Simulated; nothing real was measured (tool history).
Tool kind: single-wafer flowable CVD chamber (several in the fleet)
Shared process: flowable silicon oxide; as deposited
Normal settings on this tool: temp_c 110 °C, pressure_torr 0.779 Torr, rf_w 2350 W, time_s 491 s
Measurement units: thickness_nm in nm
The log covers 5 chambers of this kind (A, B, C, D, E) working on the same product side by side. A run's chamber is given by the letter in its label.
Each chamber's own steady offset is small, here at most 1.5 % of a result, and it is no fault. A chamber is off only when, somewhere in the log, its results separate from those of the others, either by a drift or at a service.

run   hour  temp_c  pressure_torr  rf_w  time_s  hours since the last thermocouple change  hours since the last RF generator calibration  hours since the last manometer calibration  read-back reference wafer on the same gauge, thickness_nm  thickness_nm
 1C    4.9     110          0.779  2350     491                                    1103.5                                         1435.4                                       207.1                                                     250.02        214.27
 2B   10.1     110          0.779  2350     491                                    1644.2                                           88.4                                      1449.1                                                     249.86        215.81
 3A   13.7     110          0.779  2350     491                                      19.3                                          586.2                                       791.0                                                     249.92        213.63
 4E   18.4     110          0.779  2350     491                                      98.2                                         1991.9                                      1455.9                                                     250.07        211.13
 5D   22.4     110          0.779  2350     491                                     757.8                                          532.9                                       487.6                                                     249.99        212.21
 6E   25.2     110          0.779  2350     557                                     105.0                                         1998.7                                      1462.7                                                     250.04        238.38
 7A   28.0     110          0.779  2350     557                                      33.6                                          600.5                                       805.3                                                     249.97        242.43
 8C   31.7     110          0.779  2350     557                                    1130.3                                         1462.2                                       233.9                                                     249.92        244.22
 9D   35.5     110          0.779  2350     557                                     770.9                                          546.0                                       500.7                                                     250.08        240.92
10B   41.2     110          0.779  2350     557                                    1675.3                                          119.5                                      1480.2                                                     250.01        245.31
11A   47.1     110          0.779  2350     491                                      52.7                                          619.6                                       824.4                                                     250.00        211.83
12D   50.7     110          0.779  2350     491                                     786.1                                          561.2                                       515.9                                                     249.89        214.51
13B   56.2     110          0.779  2350     491                                    1690.3                                          134.5                                      1495.2                                                     249.52        213.23
14C   60.3     110          0.779  2350     491                                    1158.9                                         1490.8                                       262.5                                                     250.11        213.71
15E   64.9     110          0.779  2350     491                                     144.7                                         2038.4                                      1502.4                                                     250.29        210.53
16C   69.3     110          0.779  2350     491                                    1167.9                                         1499.8                                       271.5                                                     249.89        214.47
17A   74.4     110          0.779  2350     491                                      80.0                                          646.9                                       851.7                                                     250.05        215.84
18D   77.9     110          0.779  2350     491                                     813.3                                          588.4                                       543.1                                                     250.01        213.48
19E   81.5     110          0.779  2350     491                                     161.3                                         2055.0                                      1519.0                                                     250.00        210.32
20B   85.6     110          0.624  2350     491                                    1719.7                                          163.9                                      1524.6                                                     250.23        155.52
21D   91.0     110          0.624  2350     491                                     826.4                                          601.5                                       556.2                                                     249.80        157.82
22A   97.0     110          0.624  2350     491                                     102.6                                          669.5                                       874.3                                                     250.01        158.03
23B  100.3     110          0.624  2350     491                                    1734.4                                          178.6                                      1539.3                                                     249.90        154.25
     101.5  -- chamber E: RF generator calibrated
24E  103.6     110          0.624  2350     491                                     183.4                                            2.1                                      1541.1                                                     249.63        156.07
25C  106.5     110          0.606  2350     491                                    1205.1                                         1537.0                                       308.7                                                     250.09        151.89
26C  111.1     110          0.606  2350     491                                    1209.7                                         1541.6                                       313.3                                                     250.12        152.78
27D  117.2     110          0.606  2350     491                                     852.6                                          627.7                                       582.4                                                     249.88        150.49
28E  122.8     110          0.606  2350     491                                     202.6                                           21.3                                      1560.3                                                     249.99        148.35
29B  128.7     110          0.606  2350     491                                    1762.8                                          207.0                                      1567.7                                                     249.93        147.87
30A  132.7     110          0.779  2350     491                                     138.3                                          705.2                                       910.0                                                     250.13        213.64
31D  138.4     110          0.604  1910     491                                     873.8                                          648.9                                       603.6                                                     250.20        143.79
32A  142.1     110          0.604  1910     491                                     147.7                                          714.6                                       919.4                                                     249.87        146.78
33C  147.2     110          0.604  1910     491                                    1245.8                                         1577.7                                       349.4                                                     249.93        147.31
34B  150.5     110          0.604  1910     491                                    1784.6                                          228.8                                      1589.5                                                     249.63        138.41

Next, every chamber runs the same settings. What will each give?
35A  154.9     124          0.779  2350     491                                                                                                                                                                                                             ?
35B  154.9     124          0.779  2350     491                                                                                                                                                                                                             ?
35C  154.9     124          0.779  2350     491                                                                                                                                                                                                             ?
35D  154.9     124          0.779  2350     491                                                                                                                                                                                                             ?
35E  154.9     124          0.779  2350     491                                                                                                                                                                                                             ?

run  thickness_nm
35A        140.59
35B        133.03
35C        141.45
35D        140.04
35E        137.25
